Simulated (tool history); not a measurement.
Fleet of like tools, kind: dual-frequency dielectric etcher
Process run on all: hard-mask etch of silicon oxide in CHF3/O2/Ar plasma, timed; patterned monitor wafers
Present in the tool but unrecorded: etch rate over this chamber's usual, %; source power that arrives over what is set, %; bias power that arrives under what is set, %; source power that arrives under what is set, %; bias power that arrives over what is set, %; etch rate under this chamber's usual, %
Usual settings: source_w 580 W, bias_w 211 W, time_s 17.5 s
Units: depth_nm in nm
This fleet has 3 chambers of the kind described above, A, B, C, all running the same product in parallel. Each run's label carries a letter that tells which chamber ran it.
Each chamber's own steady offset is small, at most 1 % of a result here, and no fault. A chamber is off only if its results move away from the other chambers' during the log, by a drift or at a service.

run	hour	source_w	bias_w	time_s	hours since the last wet clean	hours since the last source power generator calibration	hours since the last bias power generator calibration	read-back reference wafer on the same gauge, depth_nm	depth_nm
1A	4.4	580	211	17.5	168.1	746.3	1030.7	41.404	35.706
2B	11.7	580	211	17.5	124.3	605.2	456.6	41.378	36.108
3C	14.9	580	211	17.5	574.6	422.4	305.0	41.405	35.597
4C	19.2	580	211	17.5	578.9	426.7	309.3	41.379	35.674
5B	25.0	580	211	17.5	137.6	618.5	469.9	41.434	36.194
6A	31.5	580	211	17.5	195.2	773.4	1057.8	41.372	35.806
7A	37.2	580	211	17.5	200.9	779.1	1063.5	41.396	35.567
8B	43.1	580	211	17.5	155.7	636.6	488.0	41.399	36.102
9C	49.7	580	211	17.5	609.4	457.2	339.8	41.411	35.680
10C	54.4	580	211	17.5	614.1	461.9	344.5	41.415	35.675
11B	59.5	580	211	17.5	172.1	653.0	504.4	41.424	36.222
# hour 63.3: chamber C: wet clean of the chamber
12A	65.5	580	211	17.5	229.2	807.4	1091.8	41.420	35.777
13B	72.4	580	211	17.5	185.0	665.9	517.3	41.411	36.192
14C	75.9	580	211	17.5	12.7	483.4	366.0	41.421	34.345
15A	80.3	580	211	17.5	244.0	822.2	1106.6	41.410	35.743
16B	86.4	580	211	17.5	199.0	679.9	531.3	41.389	36.092
17A	91.8	580	211	17.5	255.5	833.7	1118.1	41.404	35.866
18C	97.8	580	211	17.5	34.6	505.3	387.9	41.409	34.163
19C	102.5	580	211	17.5	39.3	510.0	392.6	41.376	34.296
20B	109.7	580	211	17.5	222.3	703.2	554.6	41.403	35.969
21A	115.8	580	211	17.5	279.5	857.7	1142.1	41.386	35.811
22A	122.6	580	211	17.5	286.3	864.5	1148.9	41.373	35.982
23C	129.6	580	211	17.5	66.4	537.1	419.7	41.409	34.417
24B	134.7	580	239	14.5	247.3	728.2	579.6	41.378	31.163
25C	137.9	580	239	14.5	74.7	545.4	428.0	41.399	29.622
26A	144.8	580	239	14.5	308.5	886.7	1171.1	41.405	31.024
27B	148.4	580	211	17.5	261.0	741.9	593.3	41.391	35.994
28B	155.6	580	211	17.5	268.2	749.1	600.5	41.395	35.903
29C	159.1	580	211	17.5	95.9	566.6	449.2	41.407	34.089

One chamber off, gauge drift, or nothing amiss beyond the chambers' own small offsets? If it is a chamber, which one, and what is the likeliest cause?

A service on chamber C put it out of line with the rest.
Most likely cause: etch rate under this chamber's usual, % = 4.18.

Below are 4 candidate recipes for chamber C's next run, each the usual settings with a change, their results shown as question marks. Which of them brings C's results back in line with what the other chambers give on the usual settings?
In line here means within this much of the mean the other chambers give on the usual settings: depth_nm 0.430 nm
30C-1	164.4	620	211	17.5					?
30C-2	164.4	580	211	17.0					?
30C-3	164.4	540	197	17.5					?
30C-4	164.4	580	240	17.5					?

On the usual settings, the other chambers give on average: depth_nm 35.959 nm
run	depth_nm
30C-1	35.064
30C-2	33.215
30C-3	32.496
30C-4	35.781
Change 30C-4 lands the chamber within the allowed miss of the other chambers.
